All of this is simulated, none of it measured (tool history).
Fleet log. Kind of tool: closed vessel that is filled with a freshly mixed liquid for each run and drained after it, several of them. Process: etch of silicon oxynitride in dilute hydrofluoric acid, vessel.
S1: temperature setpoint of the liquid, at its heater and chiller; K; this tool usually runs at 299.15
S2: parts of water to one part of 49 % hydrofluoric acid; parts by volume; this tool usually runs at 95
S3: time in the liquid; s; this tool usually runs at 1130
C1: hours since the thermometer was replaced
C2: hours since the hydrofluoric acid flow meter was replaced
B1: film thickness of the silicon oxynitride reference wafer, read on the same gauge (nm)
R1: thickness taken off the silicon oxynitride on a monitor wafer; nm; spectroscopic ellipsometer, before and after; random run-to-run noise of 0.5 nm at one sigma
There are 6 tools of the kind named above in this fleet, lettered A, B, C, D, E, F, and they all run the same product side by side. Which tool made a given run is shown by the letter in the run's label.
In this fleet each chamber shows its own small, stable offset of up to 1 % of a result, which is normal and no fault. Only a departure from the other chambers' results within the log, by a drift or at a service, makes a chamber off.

run   hour      S1   S2    S3      C1      C2      B1      R1
 1D   12.1  299.15   95  1130  1906.5   258.0  130.02  51.790
      15.2  -- chamber C: hydrofluoric acid flow meter replaced
 2F   19.2  299.15   95  1130   711.6   547.0  129.98  51.720
 3B   27.9  299.15   95  1130  2556.2   779.4  129.99  51.264
 4E   40.1  299.15   95  1130  2420.1   505.4  130.00  51.762
 5C   52.5  299.15   95  1130  1531.8    37.4  130.00  52.384
 6A   59.1  299.15   95  1130   887.0   418.0  130.03  52.015
 7C   66.9  299.15   95  1130  1546.2    51.8  130.03  51.524
      74.3  -- chamber E: thermometer replaced
 8F   76.7  299.15   95  1130   769.1   604.5  130.00  52.413
 9D   86.4  299.15   95  1130  1980.8   332.3  129.97  51.043
10B   98.2  299.15   95  1730  2626.5   849.7  129.99  78.077
11E  110.9  299.15   95  1730    36.6   576.2  129.99  79.768
12A  118.6  299.15   95  1730   946.5   477.5  129.97  81.245
13A  126.2  299.15   95  1730   954.1   485.1  130.01  80.336
14D  137.5  299.15   95  1730  2031.9   383.4  129.97  79.414
15F  146.2  299.15   95  1730   838.6   674.0  129.97  79.636
     155.0  -- chamber A: hydrofluoric acid flow meter replaced
16B  156.5  299.15   95  1130  2684.8   908.0  129.99  52.194
17C  166.0  299.15   95  1130  1645.3   150.9  130.01  51.551
18E  172.9  299.15   95  1130    98.6   638.2  130.02  51.962
19C  184.6  299.15   95  1130  1663.9   169.5  129.96  50.524
20D  193.3  299.15   95  1130  2087.7   439.2  129.97  51.863
21A  204.5  299.15   95  1130  1032.4    49.6  130.00  51.907
22B  216.7  294.65   95  1560  2745.0   968.2  129.98  56.798
23F  223.3  294.65   95  1560   915.7   751.1  130.00  57.894
24E  229.5  294.65   95  1560   155.2   694.8  130.03  58.304
25F  239.6  294.65   95  1560   932.0   767.4  130.00  58.011
     241.5  -- chamber B: thermometer replaced
26A  250.9  294.65   95  1560  1078.8    96.0  130.01  58.423
     262.9  -- chamber E: hydrofluoric acid flow meter replaced
27D  264.1  294.65   95  1560  2158.5   510.0  129.99  57.009
28C  274.2  299.15  130  1790  1753.5   259.1  129.99  55.319
29B  284.7  299.15  130  1790    43.2  1036.2  129.99  57.633
30E  296.5  299.15  130  1790   222.2    33.6  130.01  57.957
31C  305.2  299.15  130  1790  1784.5   290.1  130.02  54.219
32D  313.6  299.15  130  1790  2208.0   559.5  130.03  57.863
33B  324.4  299.15  130  1790    82.9  1075.9  129.99  58.330
     332.1  -- chamber D: hydrofluoric acid flow meter replaced
34E  338.4  302.65   95  1130   264.1    75.5  129.99  60.450
35A  350.6  302.65   95  1130  1178.5   195.7  130.00  60.977
36F  358.8  302.65   95  1130  1051.2   886.6  130.02  61.365
37D  367.2  302.65   95  1130  2261.6    35.2  130.00  60.529
38F  379.0  302.65   95  1130  1071.4   906.8  129.99  61.891
39E  390.0  302.65   95  1130   315.7   127.1  129.99  61.962

One chamber off, gauge drift, or nothing amiss beyond the chambers' own small offsets? If it is a chamber, which one, and what is the likeliest cause?

It is chamber C that slowly wanders off from its peers.
Likeliest cause: liquid colder than its thermometer reads (K) = 2.11.
It could be hard to tell apart here from: hydrofluoric acid flow below the setpoint (%).

Chamber C could run next with any of the 4 candidate recipes listed below; each alters the usual settings, and their results appear as question marks. Which one brings its results back in line with what the other chambers deliver on the usual settings?
In line here means within this much of the mean the other chambers give on the usual settings: R1 1.700 nm
40C-1  400.0  299.15   95  1165               ?
40C-2  400.0  299.15   95  1085               ?
40C-3  400.0  299.15   90  1185               ?
40C-4  400.0  299.15  100  1075               ?

On the usual settings, the other chambers give on average: R1 51.735 nm
  run      R1
40C-1  48.027
40C-2  44.729
40C-3  51.771
40C-4  41.933
The answer is 40C-3, which returns the chamber to within the allowed miss of the others.
